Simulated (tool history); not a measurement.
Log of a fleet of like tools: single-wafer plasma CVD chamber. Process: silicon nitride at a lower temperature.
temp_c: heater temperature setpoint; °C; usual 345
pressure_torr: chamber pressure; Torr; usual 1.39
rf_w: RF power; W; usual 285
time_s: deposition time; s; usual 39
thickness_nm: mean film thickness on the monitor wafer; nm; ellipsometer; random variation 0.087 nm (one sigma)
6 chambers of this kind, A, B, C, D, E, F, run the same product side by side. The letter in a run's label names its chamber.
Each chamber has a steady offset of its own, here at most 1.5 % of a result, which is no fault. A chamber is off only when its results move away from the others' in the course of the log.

run,hour,temp_c,pressure_torr,rf_w,time_s,hours since the last thermocouple change,hours since the last RF generator calibration,hours since the last manometer calibration,"read-back reference wafer on the same gauge, thickness_nm",thickness_nm
# hour 1: chamber F: RF generator calibrated
1A,11.8,345,1.39,285,39,1752.4,358.7,791.7,38.396,42.708
2F,21.3,345,1.39,285,39,2621.1,20.3,466,38.396,42.733
3C,30.8,345,1.39,285,39,918.1,445,1876.3,38.392,42.503
4E,36.3,345,1.39,285,39,812.9,1129,2149.7,38.377,42.663
5B,47.8,340,1.39,285,43.2,245.6,1661.4,977.8,38.389,47.914
# hour 48.1: chamber E: capacitance manometer re-zeroed and calibrated
6D,58.4,340,1.39,285,43.2,1754.3,1864.5,487.9,38.402,46.645
7B,65.7,340,1.39,285,43.2,263.5,1679.3,995.7,38.394,47.857
8C,77.6,340,1.39,285,43.2,964.9,491.8,1923.1,38.397,47.052
9F,87.4,340,1.39,285,43.2,2687.2,86.4,532.1,38.42,47.577
10D,93.4,340,1.39,285,43.2,1789.3,1899.5,522.9,38.404,46.662
11A,103.3,345,1.39,285,39,1843.9,450.2,883.2,38.388,42.727
12E,108.9,345,1.39,285,39,885.5,1201.6,60.9,38.397,42.563
13C,120.5,345,1.39,285,39,1007.8,534.7,1966,38.398,42.452
# hour 123: chamber D: thermocouple changed; heater temperature recalibrated
14A,128.3,345,1.39,285,39,1868.9,475.2,908.2,38.392,42.769
15E,137.6,345,1.39,285,39,914.2,1230.3,89.6,38.395,42.554
16D,146.1,345,1.39,285,39,23.1,1952.2,575.6,38.408,42.03
17F,152.5,345,1.39,285,39,2752.3,151.5,597.2,38.421,42.721
18B,159.4,345,1.39,285,39,357.2,1773,1089.4,38.387,43.225
19E,168.3,345,1.39,285,39,944.9,1261,120.3,38.387,42.553
20F,180.3,345,1.06,285,39,2780.1,179.3,625,38.403,39.463
21B,188.5,345,1.06,285,39,386.3,1802.1,1118.5,38.383,39.824
22C,195.9,345,1.06,285,39,1083.2,610.1,2041.4,38.382,39.435
23A,207.5,345,1.06,285,39,1948.1,554.4,987.4,38.407,39.461
24D,214.8,345,1.06,285,39,91.8,2020.9,644.3,38.383,38.463
25E,222.7,345,1.06,285,39,999.3,1315.4,174.7,38.412,39.232
26B,229.9,345,1.39,285,39,427.7,1843.5,1159.9,38.391,43.14
27A,239.4,345,1.13,285,34.2,1980,586.3,1019.3,38.395,35.247
28C,249.3,345,1.13,285,34.2,1136.6,663.5,2094.8,38.409,35.071
29F,261.3,345,1.13,285,34.2,2861.1,260.3,706,38.395,35.238
30D,273.2,345,1.13,285,34.2,150.2,2079.3,702.7,38.429,34.319
31B,282.3,345,1.13,285,34.2,480.1,1895.9,1212.3,38.405,35.474
32C,287.7,345,1.13,285,34.2,1175,701.9,2133.2,38.39,35.174
33F,296.3,345,1.39,285,39,2896.1,295.3,741,38.403,42.749
34D,303.9,345,1.39,285,39,180.9,2110,733.4,38.404,41.493
35E,313.7,345,1.39,285,39,1090.3,1406.4,265.7,38.398,42.557
36A,321.6,345,1.39,285,39,2062.2,668.5,1101.5,38.392,42.766
37D,327.5,345,1.39,285,39,204.5,2133.6,757,38.395,41.545
38B,335.3,345,1.39,285,39,533.1,1948.9,1265.3,38.398,43.085

All 6 chambers run these settings next. Forecast each chamber's results:
39A,344.1,345,1.39,245,39,,,,,?
39B,344.1,345,1.39,245,39,,,,,?
39C,344.1,345,1.39,245,39,,,,,?
39D,344.1,345,1.39,245,39,,,,,?
39E,344.1,345,1.39,245,39,,,,,?
39F,344.1,345,1.39,245,39,,,,,?

run,thickness_nm
39A,38.231
39B,38.613
39C,38.235
39D,37.223
39E,38.234
39F,38.535

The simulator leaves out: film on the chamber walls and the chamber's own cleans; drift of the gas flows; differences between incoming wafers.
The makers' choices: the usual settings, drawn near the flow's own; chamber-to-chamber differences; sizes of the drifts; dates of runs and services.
